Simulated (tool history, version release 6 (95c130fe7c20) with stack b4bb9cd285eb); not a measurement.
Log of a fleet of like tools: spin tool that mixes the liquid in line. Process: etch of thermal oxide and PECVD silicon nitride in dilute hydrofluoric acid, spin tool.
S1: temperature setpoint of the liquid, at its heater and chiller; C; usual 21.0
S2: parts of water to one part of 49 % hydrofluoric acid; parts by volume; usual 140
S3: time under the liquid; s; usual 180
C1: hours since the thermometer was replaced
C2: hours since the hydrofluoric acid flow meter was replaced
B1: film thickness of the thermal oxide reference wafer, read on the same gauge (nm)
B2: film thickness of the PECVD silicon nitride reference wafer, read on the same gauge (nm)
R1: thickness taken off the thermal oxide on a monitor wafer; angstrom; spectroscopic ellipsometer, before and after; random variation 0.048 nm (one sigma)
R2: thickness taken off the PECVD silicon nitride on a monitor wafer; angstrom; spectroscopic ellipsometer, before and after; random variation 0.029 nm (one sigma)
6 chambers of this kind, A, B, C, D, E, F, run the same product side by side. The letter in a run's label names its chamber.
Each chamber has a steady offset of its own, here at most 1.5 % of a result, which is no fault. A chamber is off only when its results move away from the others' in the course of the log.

run 1D hour=8.9 | S1=21.0 S2=140 S3=180 | C1=217.6 C2=553.8 | B1=60.063 B2=99.985 | R1=52.414 R2=28.831
run 2B hour=19.9 | S1=21.0 S2=140 S3=180 | C1=198.0 C2=200.2 | B1=59.982 B2=100.040 | R1=52.452 R2=28.999
-- hour=27.5 chamber C: hydrofluoric acid flow meter replaced
run 3A hour=30.5 | S1=21.0 S2=140 S3=180 | C1=145.8 C2=363.0 | B1=60.015 B2=100.020 | R1=52.131 R2=29.434
run 4F hour=38.7 | S1=21.0 S2=140 S3=180 | C1=1306.1 C2=176.8 | B1=60.004 B2=100.000 | R1=53.350 R2=29.057
run 5C hour=45.7 | S1=21.0 S2=140 S3=180 | C1=889.9 C2=18.3 | B1=60.028 B2=100.000 | R1=53.409 R2=29.207
run 6E hour=52.1 | S1=21.0 S2=140 S3=180 | C1=590.2 C2=364.6 | B1=60.003 B2=99.994 | R1=52.567 R2=28.874
run 7A hour=62.2 | S1=21.0 S2=140 S3=180 | C1=177.5 C2=394.7 | B1=59.991 B2=99.969 | R1=52.127 R2=29.979
run 8B hour=73.2 | S1=21.0 S2=85 S3=180 | C1=251.3 C2=253.5 | B1=60.004 B2=99.978 | R1=92.945 R2=48.287
-- hour=76.6 chamber F: thermometer replaced
run 9C hour=87.0 | S1=21.0 S2=85 S3=180 | C1=931.2 C2=59.6 | B1=60.023 B2=100.020 | R1=94.973 R2=47.810
run 10D hour=94.1 | S1=21.0 S2=85 S3=180 | C1=302.8 C2=639.0 | B1=60.028 B2=100.030 | R1=91.126 R2=47.502
run 11E hour=104.1 | S1=21.0 S2=85 S3=180 | C1=642.2 C2=416.6 | B1=60.010 B2=100.020 | R1=89.894 R2=45.782
-- hour=104.5 chamber C: thermometer replaced
run 12F hour=116.6 | S1=21.0 S2=85 S3=180 | C1=40.1 C2=254.7 | B1=59.978 B2=99.988 | R1=92.051 R2=48.376
run 13E hour=123.0 | S1=21.0 S2=85 S3=180 | C1=661.1 C2=435.5 | B1=60.013 B2=100.020 | R1=90.512 R2=46.284
run 14F hour=132.0 | S1=21.0 S2=140 S3=180 | C1=55.5 C2=270.1 | B1=60.004 B2=99.955 | R1=53.709 R2=29.180
run 15B hour=138.5 | S1=19.5 S2=180 S3=180 | C1=316.6 C2=318.8 | B1=59.988 B2=99.994 | R1=36.764 R2=20.405
run 16A hour=150.6 | S1=19.5 S2=180 S3=180 | C1=265.9 C2=483.1 | B1=60.001 B2=99.988 | R1=36.990 R2=20.968
run 17D hour=157.9 | S1=19.5 S2=180 S3=180 | C1=366.6 C2=702.8 | B1=59.994 B2=100.010 | R1=36.785 R2=20.706
run 18C hour=170.5 | S1=19.5 S2=180 S3=180 | C1=66.0 C2=143.1 | B1=60.001 B2=99.999 | R1=37.687 R2=21.047
run 19B hour=177.2 | S1=19.5 S2=180 S3=180 | C1=355.3 C2=357.5 | B1=60.045 B2=99.969 | R1=36.208 R2=20.519
run 20C hour=189.0 | S1=19.5 S2=180 S3=180 | C1=84.5 C2=161.6 | B1=60.020 B2=100.040 | R1=37.728 R2=21.253
run 21F hour=199.0 | S1=21.0 S2=85 S3=180 | C1=122.5 C2=337.1 | B1=60.003 B2=99.970 | R1=93.788 R2=48.042
run 22D hour=210.3 | S1=21.0 S2=85 S3=180 | C1=419.0 C2=755.2 | B1=60.029 B2=100.030 | R1=93.303 R2=47.421
run 23E hour=222.4 | S1=21.0 S2=85 S3=180 | C1=760.5 C2=534.9 | B1=60.021 B2=99.987 | R1=89.985 R2=46.405
run 24A hour=235.9 | S1=21.0 S2=85 S3=180 | C1=351.2 C2=568.4 | B1=59.969 B2=99.992 | R1=91.598 R2=48.242
run 25A hour=249.8 | S1=21.0 S2=85 S3=180 | C1=365.1 C2=582.3 | B1=60.030 B2=100.010 | R1=92.039 R2=47.388
run 26F hour=259.5 | S1=21.0 S2=85 S3=180 | C1=183.0 C2=397.6 | B1=60.028 B2=100.010 | R1=91.900 R2=48.721
run 27B hour=269.4 | S1=21.0 S2=140 S3=180 | C1=447.5 C2=449.7 | B1=60.048 B2=100.050 | R1=52.364 R2=28.626
run 28D hour=277.7 | S1=21.0 S2=140 S3=180 | C1=486.4 C2=822.6 | B1=60.021 B2=99.995 | R1=52.583 R2=28.992
run 29E hour=291.6 | S1=21.0 S2=140 S3=180 | C1=829.7 C2=604.1 | B1=59.988 B2=99.953 | R1=52.712 R2=28.878
-- hour=296.3 chamber D: thermometer replaced
run 30C hour=299.6 | S1=21.0 S2=140 S3=180 | C1=195.1 C2=272.2 | B1=59.977 B2=100.030 | R1=53.600 R2=29.263
run 31B hour=308.2 | S1=21.0 S2=140 S3=180 | C1=486.3 C2=488.5 | B1=60.043 B2=99.994 | R1=51.861 R2=29.212
run 32D hour=320.2 | S1=21.0 S2=140 S3=180 | C1=24.0 C2=865.1 | B1=59.987 B2=99.984 | R1=53.167 R2=29.020
run 33C hour=333.9 | S1=21.0 S2=140 S3=180 | C1=229.4 C2=306.5 | B1=59.990 B2=100.010 | R1=53.787 R2=29.337
run 34F hour=344.4 | S1=21.0 S2=140 S3=180 | C1=267.9 C2=482.5 | B1=60.057 B2=99.983 | R1=51.669 R2=28.958
run 35A hour=351.1 | S1=17.0 S2=85 S3=180 | C1=466.4 C2=683.6 | B1=59.981 B2=100.020 | R1=77.668 R2=35.919
run 36E hour=359.7 | S1=17.0 S2=85 S3=180 | C1=897.8 C2=672.2 | B1=60.044 B2=100.010 | R1=75.967 R2=34.876
run 37E hour=367.4 | S1=17.0 S2=85 S3=180 | C1=905.5 C2=679.9 | B1=60.059 B2=100.020 | R1=75.768 R2=35.358
run 38D hour=374.5 | S1=17.0 S2=85 S3=180 | C1=78.3 C2=919.4 | B1=60.021 B2=100.000 | R1=78.064 R2=36.170
run 39F hour=384.1 | S1=17.0 S2=85 S3=180 | C1=307.6 C2=522.2 | B1=60.003 B2=99.989 | R1=78.011 R2=36.542
run 40B hour=397.8 | S1=17.0 S2=85 S3=180 | C1=575.9 C2=578.1 | B1=59.980 B2=99.983 | R1=78.287 R2=36.000
run 41C hour=404.6 | S1=21.0 S2=140 S3=180 | C1=300.1 C2=377.2 | B1=59.989 B2=99.985 | R1=52.575 R2=29.192
run 42A hour=414.2 | S1=21.0 S2=140 S3=180 | C1=529.5 C2=746.7 | B1=59.990 B2=99.987 | R1=51.707 R2=29.180

What goes on in this fleet: one chamber off, a drifting gauge, or nothing beyond the chambers' own small offsets? Name the chamber and the cause, if any.

No chamber stands off beyond its own small offset, and the gauge holds steady.

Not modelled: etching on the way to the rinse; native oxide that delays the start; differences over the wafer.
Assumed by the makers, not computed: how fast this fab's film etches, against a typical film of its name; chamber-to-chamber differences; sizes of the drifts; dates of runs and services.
